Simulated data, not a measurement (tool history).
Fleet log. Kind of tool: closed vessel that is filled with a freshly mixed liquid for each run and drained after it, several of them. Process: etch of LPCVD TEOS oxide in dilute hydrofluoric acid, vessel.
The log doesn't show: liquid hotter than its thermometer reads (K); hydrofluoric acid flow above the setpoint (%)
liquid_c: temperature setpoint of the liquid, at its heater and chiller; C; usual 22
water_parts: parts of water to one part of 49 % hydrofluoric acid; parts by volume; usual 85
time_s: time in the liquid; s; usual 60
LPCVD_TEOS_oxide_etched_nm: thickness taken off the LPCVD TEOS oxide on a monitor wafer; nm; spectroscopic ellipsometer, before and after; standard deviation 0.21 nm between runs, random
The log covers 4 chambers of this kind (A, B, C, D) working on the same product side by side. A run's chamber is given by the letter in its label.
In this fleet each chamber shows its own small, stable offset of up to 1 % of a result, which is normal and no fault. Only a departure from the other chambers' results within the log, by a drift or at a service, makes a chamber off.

run,hour,liquid_c,water_parts,time_s,hours since the thermometer was replaced,hours since the hydrofluoric acid flow meter was replaced,"read-back film thickness of the LPCVD TEOS oxide reference wafer, read on the same gauge (nm)",LPCVD_TEOS_oxide_etched_nm
1D,6.3,22,85,60,454.2,896.4,30.001,24.469
2B,13.7,22,85,60,243.6,439.7,29.996,24.129
3C,18.1,22,85,60,236.7,238.7,29.991,24.559
4A,23.5,22,85,60,1947,631.2,30.005,24.883
5A,28.2,22,85,60,1951.7,635.9,30.016,24.77
6C,32.9,22,85,60,251.5,253.5,30.012,24.056
7B,37.5,20.5,85,30,267.4,463.5,29.982,11.543
8D,43.9,20.5,85,30,491.8,934,29.992,11.656
9B,47.7,20.5,85,30,277.6,473.7,29.998,11.676
10C,55,20.5,85,30,273.6,275.6,30.009,11.361
11D,59.7,18.5,120,60,507.6,949.8,29.974,14.51
12A,65,18.5,120,60,1988.5,672.7,30.005,15.133
13B,70.5,18.5,120,60,300.4,496.5,29.997,14.433
14A,77.5,18.5,120,60,2001,685.2,30.007,14.903
15C,84.2,22,85,60,302.8,304.8,30.001,24.731
# hour 87.8: chamber D: thermometer replaced
16D,88,22,85,60,0.2,978.1,29.997,24.571
17D,95,22,85,60,7.2,985.1,30.04,24.308
18A,100.1,22,85,60,2023.6,707.8,29.976,25.839
# hour 102.6: chamber D: hydrofluoric acid flow meter replaced
19B,105.1,22,85,60,335,531.1,29.998,24.095
20C,111.9,22,85,60,330.5,332.5,30.01,24.616
21D,115.6,18,85,85,27.8,13,30.004,29.73
22B,120.1,18,85,85,350,546.1,30.003,29.632
23A,125.2,18,85,85,2048.7,732.9,30.001,31.624
24C,132.9,18,85,85,351.5,353.5,29.997,29.507

Next, every chamber runs the same settings. What will each give?
25A,138.5,24,85,60,,,,?
25B,138.5,24,85,60,,,,?
25C,138.5,24,85,60,,,,?
25D,138.5,24,85,60,,,,?

run,LPCVD_TEOS_oxide_etched_nm
25A,28.925
25B,26.572
25C,26.772
25D,26.849

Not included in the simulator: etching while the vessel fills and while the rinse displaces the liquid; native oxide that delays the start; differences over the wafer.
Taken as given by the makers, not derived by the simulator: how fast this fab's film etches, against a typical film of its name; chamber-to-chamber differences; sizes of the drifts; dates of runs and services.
